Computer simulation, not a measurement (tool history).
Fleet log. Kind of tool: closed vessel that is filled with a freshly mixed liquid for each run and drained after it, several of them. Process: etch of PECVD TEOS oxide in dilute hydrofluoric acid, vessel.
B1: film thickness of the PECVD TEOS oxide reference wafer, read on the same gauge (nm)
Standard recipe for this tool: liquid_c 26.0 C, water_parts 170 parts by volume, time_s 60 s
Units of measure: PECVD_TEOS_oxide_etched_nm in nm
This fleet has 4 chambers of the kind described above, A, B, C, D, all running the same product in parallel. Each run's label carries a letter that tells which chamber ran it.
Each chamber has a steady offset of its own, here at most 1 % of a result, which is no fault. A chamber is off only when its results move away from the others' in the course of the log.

run 1B hour=12.0 | liquid_c=26.0 water_parts=170 time_s=60 | B1=30.007 | PECVD_TEOS_oxide_etched_nm=5.3373
run 2D hour=25.0 | liquid_c=26.0 water_parts=170 time_s=60 | B1=30.048 | PECVD_TEOS_oxide_etched_nm=5.2250
run 3A hour=36.0 | liquid_c=26.0 water_parts=170 time_s=60 | B1=29.981 | PECVD_TEOS_oxide_etched_nm=5.2877
run 4C hour=45.4 | liquid_c=26.0 water_parts=170 time_s=60 | B1=30.018 | PECVD_TEOS_oxide_etched_nm=5.2808
run 5A hour=54.1 | liquid_c=26.0 water_parts=170 time_s=60 | B1=30.018 | PECVD_TEOS_oxide_etched_nm=5.2102
run 6C hour=61.2 | liquid_c=26.0 water_parts=170 time_s=60 | B1=30.006 | PECVD_TEOS_oxide_etched_nm=5.2718
run 7B hour=73.4 | liquid_c=30.0 water_parts=115 time_s=60 | B1=29.986 | PECVD_TEOS_oxide_etched_nm=9.7207
run 8D hour=81.7 | liquid_c=30.0 water_parts=115 time_s=60 | B1=29.991 | PECVD_TEOS_oxide_etched_nm=9.7813
run 9B hour=92.5 | liquid_c=30.0 water_parts=115 time_s=60 | B1=29.982 | PECVD_TEOS_oxide_etched_nm=9.6882
run 10C hour=99.6 | liquid_c=30.0 water_parts=115 time_s=60 | B1=29.999 | PECVD_TEOS_oxide_etched_nm=9.8344
run 11A hour=111.4 | liquid_c=26.0 water_parts=170 time_s=60 | B1=29.958 | PECVD_TEOS_oxide_etched_nm=5.2615
run 12D hour=120.6 | liquid_c=26.0 water_parts=170 time_s=60 | B1=29.985 | PECVD_TEOS_oxide_etched_nm=5.2366
run 13C hour=131.9 | liquid_c=26.0 water_parts=170 time_s=60 | B1=30.048 | PECVD_TEOS_oxide_etched_nm=5.3270
run 14A hour=143.1 | liquid_c=26.0 water_parts=130 time_s=60 | B1=29.992 | PECVD_TEOS_oxide_etched_nm=7.2020
run 15D hour=155.6 | liquid_c=26.0 water_parts=130 time_s=60 | B1=30.008 | PECVD_TEOS_oxide_etched_nm=7.2690
run 16B hour=162.2 | liquid_c=26.0 water_parts=130 time_s=60 | B1=30.040 | PECVD_TEOS_oxide_etched_nm=7.2698
run 17A hour=174.2 | liquid_c=26.0 water_parts=130 time_s=60 | B1=30.019 | PECVD_TEOS_oxide_etched_nm=7.0424
run 18C hour=185.9 | liquid_c=26.0 water_parts=170 time_s=60 | B1=30.002 | PECVD_TEOS_oxide_etched_nm=5.2730
run 19B hour=195.4 | liquid_c=26.0 water_parts=170 time_s=60 | B1=29.976 | PECVD_TEOS_oxide_etched_nm=5.2759
run 20D hour=207.3 | liquid_c=26.0 water_parts=170 time_s=60 | B1=30.012 | PECVD_TEOS_oxide_etched_nm=5.1843
run 21C hour=215.1 | liquid_c=26.0 water_parts=170 time_s=60 | B1=30.035 | PECVD_TEOS_oxide_etched_nm=5.3504
run 22B hour=221.9 | liquid_c=26.0 water_parts=170 time_s=60 | B1=29.981 | PECVD_TEOS_oxide_etched_nm=5.2512
run 23A hour=233.7 | liquid_c=26.0 water_parts=170 time_s=60 | B1=29.965 | PECVD_TEOS_oxide_etched_nm=5.0692
run 24D hour=241.7 | liquid_c=26.0 water_parts=170 time_s=60 | B1=30.019 | PECVD_TEOS_oxide_etched_nm=5.3014
run 25C hour=254.0 | liquid_c=26.0 water_parts=170 time_s=60 | B1=29.986 | PECVD_TEOS_oxide_etched_nm=5.2549
run 26D hour=265.7 | liquid_c=23.0 water_parts=170 time_s=30 | B1=29.929 | PECVD_TEOS_oxide_etched_nm=2.3613
run 27B hour=276.5 | liquid_c=23.0 water_parts=170 time_s=30 | B1=30.031 | PECVD_TEOS_oxide_etched_nm=2.3488
run 28A hour=287.0 | liquid_c=23.0 water_parts=170 time_s=30 | B1=30.037 | PECVD_TEOS_oxide_etched_nm=2.2356
run 29A hour=297.6 | liquid_c=23.0 water_parts=170 time_s=30 | B1=29.960 | PECVD_TEOS_oxide_etched_nm=2.2366
run 30B hour=303.8 | liquid_c=26.0 water_parts=170 time_s=60 | B1=29.993 | PECVD_TEOS_oxide_etched_nm=5.3095
run 31C hour=314.3 | liquid_c=26.0 water_parts=170 time_s=60 | B1=29.998 | PECVD_TEOS_oxide_etched_nm=5.2005
run 32D hour=322.2 | liquid_c=26.0 water_parts=120 time_s=60 | B1=29.994 | PECVD_TEOS_oxide_etched_nm=7.9404
run 33B hour=331.4 | liquid_c=26.0 water_parts=120 time_s=60 | B1=30.016 | PECVD_TEOS_oxide_etched_nm=7.9528
run 34C hour=338.7 | liquid_c=26.0 water_parts=120 time_s=60 | B1=30.007 | PECVD_TEOS_oxide_etched_nm=8.0304
run 35A hour=348.0 | liquid_c=26.0 water_parts=120 time_s=60 | B1=30.029 | PECVD_TEOS_oxide_etched_nm=7.4923
run 36D hour=358.9 | liquid_c=24.5 water_parts=170 time_s=80 | B1=30.008 | PECVD_TEOS_oxide_etched_nm=6.6819
run 37A hour=367.3 | liquid_c=24.5 water_parts=170 time_s=80 | B1=29.987 | PECVD_TEOS_oxide_etched_nm=6.2660
run 38D hour=375.7 | liquid_c=24.5 water_parts=170 time_s=80 | B1=29.998 | PECVD_TEOS_oxide_etched_nm=6.6809

What goes on in this fleet: one chamber off, a drifting gauge, or nothing beyond the chambers' own small offsets? Name the chamber and the cause, if any.

Chamber A drifts away from the others.
Most likely cause: hydrofluoric acid flow below the setpoint (%) = 5.31.
The log might look much the same if the cause were instead: liquid colder than its thermometer reads (K).

Below are 4 candidate recipes for chamber A's next run, each the usual settings with a change, their results shown as question marks. Which of them brings A's results back in line with what the other chambers give on the usual settings?
A result is in line if it is within this distance of the other chambers' mean on the usual settings: PECVD_TEOS_oxide_etched_nm 0.1500 nm
run 39A-1 hour=385.1 | liquid_c=26.0 water_parts=160 time_s=60 | PECVD_TEOS_oxide_etched_nm=?
run 39A-2 hour=385.1 | liquid_c=26.0 water_parts=190 time_s=60 | PECVD_TEOS_oxide_etched_nm=?
run 39A-3 hour=385.1 | liquid_c=24.0 water_parts=170 time_s=60 | PECVD_TEOS_oxide_etched_nm=?
run 39A-4 hour=385.1 | liquid_c=26.0 water_parts=150 time_s=60 | PECVD_TEOS_oxide_etched_nm=?

Other chambers, usual settings, mean: PECVD_TEOS_oxide_etched_nm 5.2756 nm
run=39A-1 PECVD_TEOS_oxide_etched_nm=5.3233
run=39A-2 PECVD_TEOS_oxide_etched_nm=4.3206
run=39A-3 PECVD_TEOS_oxide_etched_nm=4.5936
run=39A-4 PECVD_TEOS_oxide_etched_nm=5.7507
With 39A-1, the chamber falls back in line with the rest.
